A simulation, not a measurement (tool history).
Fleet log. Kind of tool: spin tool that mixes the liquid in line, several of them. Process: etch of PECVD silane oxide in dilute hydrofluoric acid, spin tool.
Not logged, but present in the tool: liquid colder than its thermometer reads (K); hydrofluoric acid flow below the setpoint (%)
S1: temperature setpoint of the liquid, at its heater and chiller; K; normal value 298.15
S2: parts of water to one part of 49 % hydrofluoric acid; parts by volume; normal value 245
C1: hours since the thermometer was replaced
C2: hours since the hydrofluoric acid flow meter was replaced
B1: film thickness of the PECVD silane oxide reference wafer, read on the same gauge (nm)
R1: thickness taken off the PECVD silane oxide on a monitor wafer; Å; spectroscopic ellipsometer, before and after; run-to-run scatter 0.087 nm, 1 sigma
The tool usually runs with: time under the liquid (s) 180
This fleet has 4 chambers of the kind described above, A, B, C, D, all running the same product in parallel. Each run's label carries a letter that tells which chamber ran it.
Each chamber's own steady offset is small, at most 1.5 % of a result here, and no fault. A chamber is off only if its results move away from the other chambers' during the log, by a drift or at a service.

Run 1C, hour 10.8: usual settings; C1 1404.9; C2 351.7; B1 60.014. Result: R1 180.3 Å.
Run 2B, hour 20.4: usual settings; C1 752.4; C2 1723.7; B1 60.009. Result: R1 180.12 Å.
Run 3A, hour 28.4: usual settings; C1 1129.6; C2 124.1; B1 59.954. Result: R1 177.96 Å.
Run 4D, hour 43.1: usual settings; C1 2010; C2 1631.2; B1 59.974. Result: R1 178.15 Å.
Run 5B, hour 56.8: usual settings; C1 788.8; C2 1760.1; B1 60.018. Result: R1 177.56 Å.
Run 6A, hour 63.6: usual settings; C1 1164.8; C2 159.3; B1 60.008. Result: R1 178.01 Å.
Run 7D, hour 74.7: usual settings; C1 2041.6; C2 1662.8; B1 60.006. Result: R1 177.48 Å.
Run 8C, hour 82.7: usual settings; C1 1476.8; C2 423.6; B1 60.012. Result: R1 179.27 Å.
Run 9A, hour 93.9: usual settings; C1 1195.1; C2 189.6; B1 59.984. Result: R1 175.57 Å.
Run 10B, hour 102: usual settings; C1 834; C2 1805.3; B1 60.007. Result: R1 178.96 Å.
Run 11C, hour 108.5: usual settings; C1 1502.6; C2 449.4; B1 60.02. Result: R1 178.26 Å.
Run 12D, hour 123.1: usual settings; C1 2090; C2 1711.2; B1 59.97. Result: R1 178.72 Å.
Run 13D, hour 133.8: usual settings; C1 2100.7; C2 1721.9; B1 59.978. Result: R1 177.5 Å.
Run 14A, hour 141.5: usual settings; C1 1242.7; C2 237.2; B1 60.02. Result: R1 177.73 Å.
Run 15C, hour 154: usual settings; C1 1548.1; C2 494.9; B1 59.931. Result: R1 178.8 Å.
Run 16B, hour 165.7: usual settings; C1 897.7; C2 1869; B1 59.964. Result: R1 177.88 Å.
Run 17D, hour 177: usual settings; C1 2143.9; C2 1765.1; B1 60.015. Result: R1 177.89 Å.
At hour 183.6: chamber B: thermometer replaced.
Run 18A, hour 186: usual settings; C1 1287.2; C2 281.7; B1 59.989. Result: R1 178.39 Å.
Run 19B, hour 195.8: usual settings; C1 12.3; C2 1899.1; B1 59.994. Result: R1 179.64 Å.
Run 20C, hour 205.7: usual settings; C1 1599.8; C2 546.6; B1 59.968. Result: R1 176.81 Å.
Run 21B, hour 217.8: usual settings; C1 34.3; C2 1921.1; B1 59.999. Result: R1 177.79 Å.
Run 22C, hour 229.2: usual settings; C1 1623.3; C2 570.1; B1 60.026. Result: R1 175.11 Å.
Run 23A, hour 236.8: usual settings but S1 296.15 K; C1 1338; C2 332.5; B1 59.971. Result: R1 164.71 Å.
Run 24D, hour 246.4: usual settings but S1 296.15 K; C1 2213.3; C2 1834.5; B1 60.041. Result: R1 165.67 Å.
Run 25B, hour 256: usual settings but S1 296.15 K; C1 72.5; C2 1959.3; B1 59.97. Result: R1 165.13 Å.
At hour 262.3: chamber B: hydrofluoric acid flow meter replaced.
Run 26A, hour 267.9: usual settings but S1 296.15 K; C1 1369.1; C2 363.6; B1 59.999. Result: R1 165.21 Å.
Run 27C, hour 278.7: usual settings but S1 303.15 K; C1 1672.8; C2 619.6; B1 60.036. Result: R1 207.49 Å.
Run 28D, hour 292.9: usual settings but S1 303.15 K; C1 2259.8; C2 1881; B1 60.002. Result: R1 212.35 Å.
Run 29B, hour 303.8: usual settings but S1 303.15 K; C1 120.3; C2 41.5; B1 59.998. Result: R1 212.37 Å.
Run 30D, hour 310.5: usual settings but S1 303.15 K; C1 2277.4; C2 1898.6; B1 59.977. Result: R1 209.6 Å.
Run 31C, hour 320.5: usual settings but S2 355 parts by volume, time under the liquid (s) 250; C1 1714.6; C2 661.4; B1 59.999. Result: R1 148.17 Å.
Run 32A, hour 334.7: usual settings but S2 355 parts by volume, time under the liquid (s) 250; C1 1435.9; C2 430.4; B1 60.02. Result: R1 152.45 Å.
Run 33B, hour 344: usual settings but S2 355 parts by volume, time under the liquid (s) 250; C1 160.5; C2 81.7; B1 59.981. Result: R1 154.34 Å.
Run 34D, hour 357.3: usual settings but S2 355 parts by volume, time under the liquid (s) 250; C1 2324.2; C2 1945.4; B1 59.988. Result: R1 154.06 Å.
Run 35C, hour 364: usual settings; C1 1758.1; C2 704.9; B1 60.02. Result: R1 172.47 Å.
Run 36A, hour 374: usual settings; C1 1475.2; C2 469.7; B1 60.062. Result: R1 178.68 Å.
Run 37B, hour 385.2: usual settings; C1 201.7; C2 122.9; B1 60.015. Result: R1 178.41 Å.
Run 38D, hour 396.2: usual settings; C1 2363.1; C2 1984.3; B1 60.011. Result: R1 178.58 Å.
Run 39A, hour 406.2: usual settings; C1 1507.4; C2 501.9; B1 59.997. Result: R1 177.14 Å.
Run 40C, hour 414.7: usual settings; C1 1808.8; C2 755.6; B1 59.999. Result: R1 170.49 Å.
Run 41A, hour 423.6: usual settings but S2 330 parts by volume, time under the liquid (s) 255; C1 1524.8; C2 519.3; B1 60.024. Result: R1 172.31 Å.
Run 42D, hour 436.1: usual settings but S2 330 parts by volume, time under the liquid (s) 255; C1 2403; C2 2024.2; B1 59.971. Result: R1 172.62 Å.

Has any chamber moved away from the others, gradually or after a service, or does the common gauge drift, or do the chambers differ only by their own small steady offsets? State the chamber and the most likely cause if one applies.

It is chamber C that slowly wanders off from its peers.
Cause: hydrofluoric acid flow below the setpoint (%) = 5.
The log may not separate it from: liquid colder than its thermometer reads (K).

Chamber C could run next with any of the 4 candidate recipes listed below; each alters the usual settings, and their results appear as question marks. Which one brings its results back in line with what the other chambers deliver on the usual settings?
To be in line, a result may differ from the other chambers' mean on the usual settings by at most: R1 3 Å
Run 43C-1, hour 446.7: usual settings but S2 260 parts by volume. Result: R1 ?.
Run 43C-2, hour 446.7: usual settings but time under the liquid (s) 190. Result: R1 ?.
Run 43C-3, hour 446.7: usual settings but S1 296.65 K. Result: R1 ?.
Run 43C-4, hour 446.7: usual settings but time under the liquid (s) 195. Result: R1 ?.

Average result of the remaining chambers running the usual settings: R1 178.09 Å
  run      R1
43C-1  157.85
43C-2  179.72
43C-3  161.43
43C-4  184.45
The answer is 43C-2, which returns the chamber to within the allowed miss of the others.
